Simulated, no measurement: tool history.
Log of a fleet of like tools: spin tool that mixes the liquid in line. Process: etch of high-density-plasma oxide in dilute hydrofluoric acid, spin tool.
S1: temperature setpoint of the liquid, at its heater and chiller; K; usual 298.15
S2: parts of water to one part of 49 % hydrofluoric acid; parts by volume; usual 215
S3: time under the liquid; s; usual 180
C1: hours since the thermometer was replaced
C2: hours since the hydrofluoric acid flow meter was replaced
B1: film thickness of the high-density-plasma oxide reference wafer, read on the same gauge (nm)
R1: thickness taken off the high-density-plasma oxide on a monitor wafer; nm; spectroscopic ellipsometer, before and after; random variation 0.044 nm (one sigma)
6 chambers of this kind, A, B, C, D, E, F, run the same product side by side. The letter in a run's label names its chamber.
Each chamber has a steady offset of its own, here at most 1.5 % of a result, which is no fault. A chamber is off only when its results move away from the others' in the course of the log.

run    day      S1   S2   S3      C1      C2      B1      R1
 1C  0.183  298.15  215  180   357.7   235.6  130.02   4.986
 2E    0.4  298.15  215  180     446   287.1  129.97  4.8216
 3B    0.6  298.15  215  180  2648.3   798.3  130.01  4.7729
 4D  0.867  298.15  215  180    54.6    1303     130  4.8836
 5F  1.062  298.15  215  180      64   853.5  130.03   4.762
       1.2  -- chamber B: thermometer replaced
 6A  1.271  298.15  215  180   339.3  1010.3  130.01  4.8483
 7C  1.558  298.15  215  180   390.7   268.6  129.96  4.9106
 8D  1.729  298.15  215  180    75.3  1323.7  130.02  4.9336
 9A  1.929  298.15  215  180   355.1  1026.1  129.98  4.9073
10B  2.183  298.15  215  180    23.7   836.3  129.99  4.8552
11F  2.342  298.15  215  180    94.7   884.2     130  4.6605
12E  2.562  298.15  215  180   497.9     339  130.02   4.825
13C  2.804  298.15  215  180   420.6   298.5  129.98   5.026
14B  3.021  298.15  215  180    43.8   856.4  130.03  4.8596
15D  3.262  298.15  215  180   112.1  1360.5  129.94  4.8989
16A  3.542  298.15  215  180   393.8  1064.8  130.04  4.8247
17E  3.783  298.15  215  180   527.2   368.3  130.01  4.8997
18F  3.938  298.15  215  180     133   922.5  129.99  4.6026
19D  4.162  298.15  215  180   133.7  1382.1  129.98  4.8909
20C    4.4  298.15  215  180   458.9   336.8  129.98  4.9704
21B  4.629  298.15  215  180    82.4     895  129.98  4.8284
22F    4.8  298.15  215  180   153.7   943.2  129.99  4.5753
23A  4.954  298.15  215  180   427.7  1098.7  130.03  4.8493
24E  5.183  298.15  215  180   560.8   401.9  129.97  4.8434
25E  5.396  298.15  215  180   565.9     407  130.02  4.9011
26C  5.596  298.15  215  180   487.6   365.5  129.98   4.944
27A  5.792  298.15  215  180   447.8  1118.8  129.96  4.9011
28F  6.079  298.15  215  180   184.4   973.9  130.01  4.5212
29D  6.267  298.15  215  180   184.2  1432.6  130.02  4.8718
30B   6.55  298.15  120  235   128.5   941.1  129.99  12.582
31E  6.696  298.15  120  235   597.1   438.2     130  12.502
32A  6.942  298.15  120  235   475.4  1146.4     130  12.723
33C  7.096  298.15  120  235   523.6   401.5     130  12.685
34B  7.383  298.15  120  235   148.5   961.1  129.99  12.613
35D  7.558  298.15  120  235   215.2  1463.6  130.04  12.941
36F  7.775  298.15  215  180   225.1  1014.6  130.01  4.3376
37B  7.988  298.15  215  180     163   975.6  130.03   4.991
38E  8.208  301.15  110  180   633.4   474.5  130.01  11.859
39A  8.417  301.15  110  180   510.8  1181.8     130  12.174
40C  8.575  301.15  110  180   559.1     437     130  12.368

What goes on in this fleet: one chamber off, a drifting gauge, or nothing beyond the chambers' own small offsets? Name the chamber and the cause, if any.

Chamber F drifts away from the others.
Cause: hydrofluoric acid flow below the setpoint (%) = 8.56.
The log may not tell that from: liquid colder than its thermometer reads (K).

Here are 4 candidates for chamber F's next run, each the usual settings with a change, their results left as question marks. Which one brings its results back in line with what the others give on the usual settings?
In line means no further than this from the other chambers' mean on the usual settings: R1 0.15 nm
41F-1  8.783  298.15  195  180               ?
41F-2  8.783  298.15  215  170               ?
41F-3  8.783  298.15  210  185               ?
41F-4  8.783  298.15  225  170               ?

The other chambers' mean on the usual settings: R1 4.8821 nm
  run      R1
41F-1  4.8948
41F-2  4.1037
41F-3  4.5966
41F-4  3.8796
41F-1 brings the chamber back in line.

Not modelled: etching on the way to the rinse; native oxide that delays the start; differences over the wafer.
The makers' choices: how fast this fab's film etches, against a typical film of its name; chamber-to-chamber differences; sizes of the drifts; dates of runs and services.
